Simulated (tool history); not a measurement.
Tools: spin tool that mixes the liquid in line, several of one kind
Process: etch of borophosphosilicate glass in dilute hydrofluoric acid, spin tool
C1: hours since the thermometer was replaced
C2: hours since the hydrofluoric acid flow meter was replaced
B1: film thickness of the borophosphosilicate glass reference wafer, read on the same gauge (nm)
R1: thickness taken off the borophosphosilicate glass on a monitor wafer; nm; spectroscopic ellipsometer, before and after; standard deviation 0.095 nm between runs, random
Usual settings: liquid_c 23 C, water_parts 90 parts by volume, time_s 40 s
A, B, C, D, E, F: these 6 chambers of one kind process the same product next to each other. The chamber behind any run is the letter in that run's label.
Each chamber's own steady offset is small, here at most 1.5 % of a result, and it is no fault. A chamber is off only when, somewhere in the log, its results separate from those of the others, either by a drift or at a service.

Run 1E, hour 6.1: usual settings; C1 295.9; C2 522.0; B1 90.008. Result: R1 11.1180 nm.
Run 2F, hour 14.8: usual settings; C1 490.0; C2 102.9; B1 90.001. Result: R1 11.1880 nm.
Run 3B, hour 21.3: usual settings; C1 869.4; C2 533.2; B1 90.019. Result: R1 11.0300 nm.
Run 4C, hour 31.0: usual settings; C1 399.7; C2 202.9; B1 90.011. Result: R1 11.4190 nm.
Run 5A, hour 41.1: usual settings; C1 474.4; C2 868.6; B1 90.014. Result: R1 11.1570 nm.
Run 6D, hour 49.1: usual settings; C1 794.3; C2 765.4; B1 90.000. Result: R1 11.1730 nm.
Run 7A, hour 55.9: usual settings; C1 489.2; C2 883.4; B1 90.002. Result: R1 11.2580 nm.
Run 8C, hour 60.8: usual settings; C1 429.5; C2 232.7; B1 90.019. Result: R1 11.5730 nm.
Run 9B, hour 65.8: usual settings but water_parts 50 parts by volume, time_s 60 s; C1 913.9; C2 577.7; B1 90.008. Result: R1 32.3300 nm.
Run 10E, hour 74.8: usual settings but water_parts 50 parts by volume, time_s 60 s; C1 364.6; C2 590.7; B1 89.986. Result: R1 31.5260 nm.
Run 11D, hour 81.5: usual settings but water_parts 50 parts by volume, time_s 60 s; C1 826.7; C2 797.8; B1 90.027. Result: R1 31.6830 nm.
Run 12F, hour 88.2: usual settings but water_parts 50 parts by volume, time_s 60 s; C1 563.4; C2 176.3; B1 89.970. Result: R1 31.7370 nm.
Run 13E, hour 96.7: usual settings but water_parts 50 parts by volume, time_s 60 s; C1 386.5; C2 612.6; B1 89.989. Result: R1 31.8450 nm.
Run 14A, hour 106.1: usual settings but water_parts 50 parts by volume, time_s 60 s; C1 539.4; C2 933.6; B1 89.977. Result: R1 32.0530 nm.
Run 15D, hour 116.4: usual settings; C1 861.6; C2 832.7; B1 89.963. Result: R1 11.2150 nm.
At hour 118.6: chamber A: hydrofluoric acid flow meter replaced.
Run 16F, hour 123.3: usual settings but liquid_c 21 C; C1 598.5; C2 211.4; B1 90.009. Result: R1 10.1730 nm.
Run 17C, hour 132.7: usual settings but liquid_c 21 C; C1 501.4; C2 304.6; B1 89.978. Result: R1 10.3920 nm.
At hour 133.3: chamber A: thermometer replaced.
Run 18B, hour 138.9: usual settings but liquid_c 21 C; C1 987.0; C2 650.8; B1 90.010. Result: R1 10.2640 nm.
Run 19C, hour 147.4: usual settings but liquid_c 21 C; C1 516.1; C2 319.3; B1 89.998. Result: R1 10.4000 nm.
Run 20B, hour 157.4: usual settings but liquid_c 21 C; C1 1005.5; C2 669.3; B1 90.008. Result: R1 10.3380 nm.
Run 21E, hour 164.7: usual settings but liquid_c 21 C; C1 454.5; C2 680.6; B1 89.970. Result: R1 10.6660 nm.
Run 22D, hour 169.6: usual settings but liquid_c 25 C, time_s 60 s; C1 914.8; C2 885.9; B1 90.002. Result: R1 18.1150 nm.
Run 23F, hour 179.9: usual settings but liquid_c 25 C, time_s 60 s; C1 655.1; C2 268.0; B1 90.004. Result: R1 18.1590 nm.
Run 24A, hour 186.0: usual settings but liquid_c 25 C, time_s 60 s; C1 52.7; C2 67.4; B1 90.010. Result: R1 18.2520 nm.
Run 25B, hour 191.1: usual settings but liquid_c 25 C, time_s 60 s; C1 1039.2; C2 703.0; B1 89.999. Result: R1 17.9140 nm.
Run 26F, hour 197.3: usual settings but liquid_c 25 C, time_s 60 s; C1 672.5; C2 285.4; B1 89.982. Result: R1 18.0980 nm.
Run 27A, hour 206.9: usual settings but liquid_c 25 C, time_s 60 s; C1 73.6; C2 88.3; B1 89.982. Result: R1 18.3300 nm.
Run 28C, hour 215.0: usual settings; C1 583.7; C2 386.9; B1 90.026. Result: R1 11.3420 nm.
Run 29D, hour 219.7: usual settings; C1 964.9; C2 936.0; B1 89.983. Result: R1 11.0570 nm.
Run 30E, hour 225.9: usual settings; C1 515.7; C2 741.8; B1 90.016. Result: R1 12.0730 nm.
Run 31E, hour 230.7: usual settings but water_parts 110 parts by volume, time_s 20 s; C1 520.5; C2 746.6; B1 90.003. Result: R1 4.8614 nm.
Run 32C, hour 237.6: usual settings but water_parts 110 parts by volume, time_s 20 s; C1 606.3; C2 409.5; B1 89.988. Result: R1 4.5002 nm.
Run 33F, hour 244.9: usual settings but water_parts 110 parts by volume, time_s 20 s; C1 720.1; C2 333.0; B1 90.011. Result: R1 4.5263 nm.
Run 34D, hour 250.9: usual settings but water_parts 110 parts by volume, time_s 20 s; C1 996.1; C2 967.2; B1 90.010. Result: R1 4.4613 nm.
Run 35B, hour 256.8: usual settings but water_parts 110 parts by volume, time_s 20 s; C1 1104.9; C2 768.7; B1 90.031. Result: R1 4.4330 nm.
Run 36A, hour 265.0: usual settings but water_parts 110 parts by volume, time_s 20 s; C1 131.7; C2 146.4; B1 89.995. Result: R1 4.4387 nm.
Run 37D, hour 274.1: usual settings; C1 1019.3; C2 990.4; B1 89.998. Result: R1 11.2120 nm.

Read the log: is a single chamber off, either drifting away or since a service, is the gauge that measures every chamber drifting, or is nothing wrong beyond small per-chamber offsets? Name any odd chamber and what most likely caused it.

It is chamber E that slowly wanders off from its peers.
Most likely cause: hydrofluoric acid flow above the setpoint (%) = 11.
From this log alone, it may not be told apart from: liquid hotter than its thermometer reads (K).

Below are 4 candidate recipes for chamber E's next run, each the usual settings with a change, their results shown as question marks. Which of them brings E's results back in line with what the other chambers give on the usual settings?
Allowed miss from the other chambers' usual-settings mean, per result, to count as in line: R1 0.3300 nm
Run 38E-1, hour 281.8: usual settings but liquid_c 22.5 C, water_parts 95 parts by volume, time_s 35 s. Result: R1 ?.
Run 38E-2, hour 281.8: usual settings but liquid_c 20.0 C. Result: R1 ?.
Run 38E-3, hour 281.8: usual settings but liquid_c 28.5 C. Result: R1 ?.
Run 38E-4, hour 281.8: usual settings but time_s 45 s. Result: R1 ?.

The mean the other chambers reach with the usual settings: R1 11.2020 nm
  run       R1
38E-1  10.2140
38E-2  11.1570
38E-3  15.7570
38E-4  14.2210
Change 38E-2 lands the chamber within the allowed miss of the other chambers.
